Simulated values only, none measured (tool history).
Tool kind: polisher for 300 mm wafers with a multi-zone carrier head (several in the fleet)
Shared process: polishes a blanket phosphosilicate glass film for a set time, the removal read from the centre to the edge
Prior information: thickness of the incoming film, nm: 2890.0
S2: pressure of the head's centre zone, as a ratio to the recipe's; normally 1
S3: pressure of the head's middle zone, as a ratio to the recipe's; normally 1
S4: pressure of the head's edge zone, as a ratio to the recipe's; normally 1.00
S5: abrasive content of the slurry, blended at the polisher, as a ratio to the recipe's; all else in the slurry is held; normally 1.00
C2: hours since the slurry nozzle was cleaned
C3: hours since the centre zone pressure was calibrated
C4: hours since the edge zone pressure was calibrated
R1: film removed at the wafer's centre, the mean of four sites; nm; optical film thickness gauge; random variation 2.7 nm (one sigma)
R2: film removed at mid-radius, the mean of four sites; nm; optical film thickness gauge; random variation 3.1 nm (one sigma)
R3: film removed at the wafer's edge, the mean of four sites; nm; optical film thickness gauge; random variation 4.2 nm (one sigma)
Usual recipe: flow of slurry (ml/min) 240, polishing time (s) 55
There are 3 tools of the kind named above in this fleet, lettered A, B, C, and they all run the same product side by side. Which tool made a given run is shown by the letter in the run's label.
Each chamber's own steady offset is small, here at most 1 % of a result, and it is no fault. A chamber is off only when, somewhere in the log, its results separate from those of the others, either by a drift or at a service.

run 1A hour=3.8 | flow_of_slurry_(ml/min)=240 S2=1 S3=1 S4=1.00 S5=1.00 polishing_time_(s)=55 | wafers_polished_on_this_pad=757 C2=87.0 C3=89.4 C4=306.8 | R1=330.91 R2=329.88 R3=332.38
run 2B hour=9.6 | flow_of_slurry_(ml/min)=240 S2=1 S3=1 S4=1.00 S5=1.00 polishing_time_(s)=55 | wafers_polished_on_this_pad=604 C2=220.4 C3=877.7 C4=116.6 | R1=332.26 R2=334.01 R3=339.03
run 3C hour=13.8 | flow_of_slurry_(ml/min)=240 S2=1 S3=1 S4=1.00 S5=1.00 polishing_time_(s)=55 | wafers_polished_on_this_pad=354 C2=114.4 C3=290.8 C4=805.8 | R1=328.72 R2=323.62 R3=333.17
run 4A hour=20.8 | flow_of_slurry_(ml/min)=240 S2=1 S3=1 S4=1.00 S5=1.00 polishing_time_(s)=55 | wafers_polished_on_this_pad=906 C2=104.0 C3=106.4 C4=323.8 | R1=329.05 R2=342.73 R3=337.04
run 5B hour=26.7 | flow_of_slurry_(ml/min)=240 S2=1 S3=1 S4=1.00 S5=1.00 polishing_time_(s)=55 | wafers_polished_on_this_pad=754 C2=237.5 C3=894.8 C4=133.7 | R1=334.79 R2=330.62 R3=333.09
-- hour=29.6 chamber B: worn pad replaced by a new one
run 6C hour=32.8 | flow_of_slurry_(ml/min)=240 S2=1 S3=1 S4=1.06 S5=1.25 polishing_time_(s)=55 | wafers_polished_on_this_pad=521 C2=133.4 C3=309.8 C4=824.8 | R1=367.61 R2=363.85 R3=382.60
run 7C hour=37.6 | flow_of_slurry_(ml/min)=240 S2=1 S3=1 S4=1.06 S5=1.25 polishing_time_(s)=55 | wafers_polished_on_this_pad=563 C2=138.2 C3=314.6 C4=829.6 | R1=367.98 R2=364.67 R3=381.61
run 8A hour=45.1 | flow_of_slurry_(ml/min)=240 S2=1 S3=1 S4=1.06 S5=1.25 polishing_time_(s)=55 | wafers_polished_on_this_pad=1119 C2=128.3 C3=130.7 C4=348.1 | R1=369.56 R2=370.10 R3=378.59
run 9B hour=49.9 | flow_of_slurry_(ml/min)=240 S2=1 S3=1 S4=1.00 S5=1.00 polishing_time_(s)=55 | wafers_polished_on_this_pad=178 C2=260.7 C3=918.0 C4=156.9 | R1=331.40 R2=339.29 R3=332.20
-- hour=53.7 chamber C: worn pad replaced by a new one
run 10B hour=58.0 | flow_of_slurry_(ml/min)=240 S2=1 S3=1 S4=1.00 S5=1.00 polishing_time_(s)=55 | wafers_polished_on_this_pad=249 C2=268.8 C3=926.1 C4=165.0 | R1=326.37 R2=332.63 R3=331.53
run 11A hour=62.1 | flow_of_slurry_(ml/min)=240 S2=1 S3=1 S4=1.04 S5=1.10 polishing_time_(s)=55 | wafers_polished_on_this_pad=1268 C2=145.3 C3=147.7 C4=365.1 | R1=348.79 R2=348.32 R3=358.25
run 12C hour=68.3 | flow_of_slurry_(ml/min)=240 S2=1 S3=1 S4=1.04 S5=1.10 polishing_time_(s)=55 | wafers_polished_on_this_pad=128 C2=168.9 C3=345.3 C4=860.3 | R1=347.00 R2=350.02 R3=364.85
run 13A hour=74.5 | flow_of_slurry_(ml/min)=240 S2=1 S3=1 S4=1.04 S5=1.10 polishing_time_(s)=55 | wafers_polished_on_this_pad=1377 C2=157.7 C3=160.1 C4=377.5 | R1=345.72 R2=352.84 R3=353.92
run 14C hour=79.6 | flow_of_slurry_(ml/min)=240 S2=1 S3=1 S4=1.00 S5=1.00 polishing_time_(s)=55 | wafers_polished_on_this_pad=227 C2=180.2 C3=356.6 C4=871.6 | R1=330.87 R2=333.22 R3=324.67
-- hour=81.9 chamber A: edge zone pressure recalibrated
-- hour=83.8 chamber A: worn pad replaced by a new one
run 15B hour=85.4 | flow_of_slurry_(ml/min)=240 S2=1 S3=1 S4=1.00 S5=1.00 polishing_time_(s)=55 | wafers_polished_on_this_pad=489 C2=296.2 C3=953.5 C4=192.4 | R1=332.24 R2=326.97 R3=330.09
run 16C hour=92.5 | flow_of_slurry_(ml/min)=240 S2=1 S3=1 S4=1.00 S5=1.00 polishing_time_(s)=55 | wafers_polished_on_this_pad=340 C2=193.1 C3=369.5 C4=884.5 | R1=331.79 R2=328.70 R3=345.97
run 17B hour=100.4 | flow_of_slurry_(ml/min)=240 S2=1 S3=1 S4=1.00 S5=1.00 polishing_time_(s)=55 | wafers_polished_on_this_pad=621 C2=311.2 C3=968.5 C4=207.4 | R1=337.20 R2=331.76 R3=332.92
-- hour=101.8 chamber B: centre zone pressure recalibrated
run 18A hour=108.7 | flow_of_slurry_(ml/min)=240 S2=1 S3=1 S4=1.00 S5=1.00 polishing_time_(s)=55 | wafers_polished_on_this_pad=218 C2=191.9 C3=194.3 C4=26.8 | R1=332.58 R2=336.63 R3=330.49
run 19A hour=113.7 | flow_of_slurry_(ml/min)=240 S2=1 S3=1 S4=1.00 S5=1.00 polishing_time_(s)=55 | wafers_polished_on_this_pad=262 C2=196.9 C3=199.3 C4=31.8 | R1=336.42 R2=340.54 R3=337.21
run 20B hour=119.0 | flow_of_slurry_(ml/min)=240 S2=1 S3=1 S4=1.00 S5=1.00 polishing_time_(s)=55 | wafers_polished_on_this_pad=784 C2=329.8 C3=17.2 C4=226.0 | R1=331.74 R2=329.83 R3=335.05
-- hour=122.8 chamber B: worn pad replaced by a new one
-- hour=123.3 chamber C: centre zone pressure recalibrated
run 21C hour=125.8 | flow_of_slurry_(ml/min)=240 S2=1 S3=1 S4=1.00 S5=1.00 polishing_time_(s)=55 | wafers_polished_on_this_pad=632 C2=226.4 C3=2.5 C4=917.8 | R1=333.73 R2=332.15 R3=338.32
run 22A hour=133.3 | flow_of_slurry_(ml/min)=240 S2=1 S3=1 S4=1.00 S5=1.00 polishing_time_(s)=55 | wafers_polished_on_this_pad=434 C2=216.5 C3=218.9 C4=51.4 | R1=331.41 R2=332.75 R3=333.43
-- hour=136.3 chamber C: worn pad replaced by a new one
run 23B hour=138.4 | flow_of_slurry_(ml/min)=240 S2=1 S3=1 S4=1.00 S5=1.00 polishing_time_(s)=55 | wafers_polished_on_this_pad=136 C2=349.2 C3=36.6 C4=245.4 | R1=334.54 R2=334.09 R3=334.87
run 24C hour=142.1 | flow_of_slurry_(ml/min)=240 S2=1 S3=1 S4=1.00 S5=1.00 polishing_time_(s)=55 | wafers_polished_on_this_pad=50 C2=242.7 C3=18.8 C4=934.1 | R1=331.55 R2=330.37 R3=336.67
run 25C hour=148.3 | flow_of_slurry_(ml/min)=240 S2=1 S3=1 S4=1.00 S5=1.00 polishing_time_(s)=55 | wafers_polished_on_this_pad=105 C2=248.9 C3=25.0 C4=940.3 | R1=333.08 R2=332.59 R3=341.18
run 26A hour=153.1 | flow_of_slurry_(ml/min)=240 S2=1 S3=1 S4=1.00 S5=1.00 polishing_time_(s)=55 | wafers_polished_on_this_pad=607 C2=236.3 C3=238.7 C4=71.2 | R1=331.66 R2=337.65 R3=337.83
run 27B hour=160.1 | flow_of_slurry_(ml/min)=240 S2=1 S3=1 S4=1.00 S5=1.00 polishing_time_(s)=55 | wafers_polished_on_this_pad=327 C2=370.9 C3=58.3 C4=267.1 | R1=337.62 R2=332.43 R3=335.48
run 28C hour=164.6 | flow_of_slurry_(ml/min)=240 S2=1 S3=1 S4=1.00 S5=1.00 polishing_time_(s)=38 | wafers_polished_on_this_pad=248 C2=265.2 C3=41.3 C4=956.6 | R1=226.23 R2=228.90 R3=231.32
run 29B hour=171.0 | flow_of_slurry_(ml/min)=240 S2=1 S3=1 S4=1.00 S5=1.00 polishing_time_(s)=38 | wafers_polished_on_this_pad=422 C2=381.8 C3=69.2 C4=278.0 | R1=230.89 R2=227.04 R3=236.05
run 30A hour=179.3 | flow_of_slurry_(ml/min)=240 S2=1 S3=1 S4=1.00 S5=1.00 polishing_time_(s)=38 | wafers_polished_on_this_pad=837 C2=262.5 C3=264.9 C4=97.4 | R1=225.47 R2=232.92 R3=229.76
run 31A hour=187.1 | flow_of_slurry_(ml/min)=240 S2=1 S3=1 S4=1.00 S5=1.00 polishing_time_(s)=55 | wafers_polished_on_this_pad=906 C2=270.3 C3=272.7 C4=105.2 | R1=332.61 R2=335.21 R3=331.18
run 32B hour=194.1 | flow_of_slurry_(ml/min)=240 S2=1 S3=1 S4=1.00 S5=1.00 polishing_time_(s)=55 | wafers_polished_on_this_pad=625 C2=404.9 C3=92.3 C4=301.1 | R1=339.79 R2=330.77 R3=336.90
run 33C hour=199.8 | flow_of_slurry_(ml/min)=240 S2=1 S3=1 S4=1.00 S5=1.00 polishing_time_(s)=55 | wafers_polished_on_this_pad=556 C2=300.4 C3=76.5 C4=991.8 | R1=332.11 R2=333.64 R3=334.17
run 34B hour=208.0 | flow_of_slurry_(ml/min)=240 S2=1 S3=1 S4=1.00 S5=1.00 polishing_time_(s)=55 | wafers_polished_on_this_pad=747 C2=418.8 C3=106.2 C4=315.0 | R1=333.93 R2=332.47 R3=337.35
-- hour=211.4 chamber C: worn pad replaced by a new one
run 35A hour=215.9 | flow_of_slurry_(ml/min)=240 S2=1 S3=1 S4=1.00 S5=1.00 polishing_time_(s)=55 | wafers_polished_on_this_pad=1158 C2=299.1 C3=301.5 C4=134.0 | R1=328.27 R2=339.88 R3=337.26
run 36C hour=223.2 | flow_of_slurry_(ml/min)=240 S2=1 S3=1 S4=1.00 S5=1.00 polishing_time_(s)=55 | wafers_polished_on_this_pad=104 C2=323.8 C3=99.9 C4=1015.2 | R1=332.92 R2=333.11 R3=337.44
run 37A hour=227.7 | flow_of_slurry_(ml/min)=240 S2=1 S3=1 S4=1.00 S5=1.00 polishing_time_(s)=55 | wafers_polished_on_this_pad=1262 C2=310.9 C3=313.3 C4=145.8 | R1=325.95 R2=331.78 R3=334.29
run 38C hour=235.4 | flow_of_slurry_(ml/min)=240 S2=1 S3=1 S4=1.00 S5=1.00 polishing_time_(s)=55 | wafers_polished_on_this_pad=210 C2=336.0 C3=112.1 C4=1027.4 | R1=328.00 R2=333.20 R3=341.40

Does one chamber stand apart from the rest, does the shared gauge drift, or is all well apart from small per-chamber offsets? Give the chamber and the most likely cause, where there is one.

Nothing is wrong: each chamber keeps only its own small, steady offset and the gauge holds still.
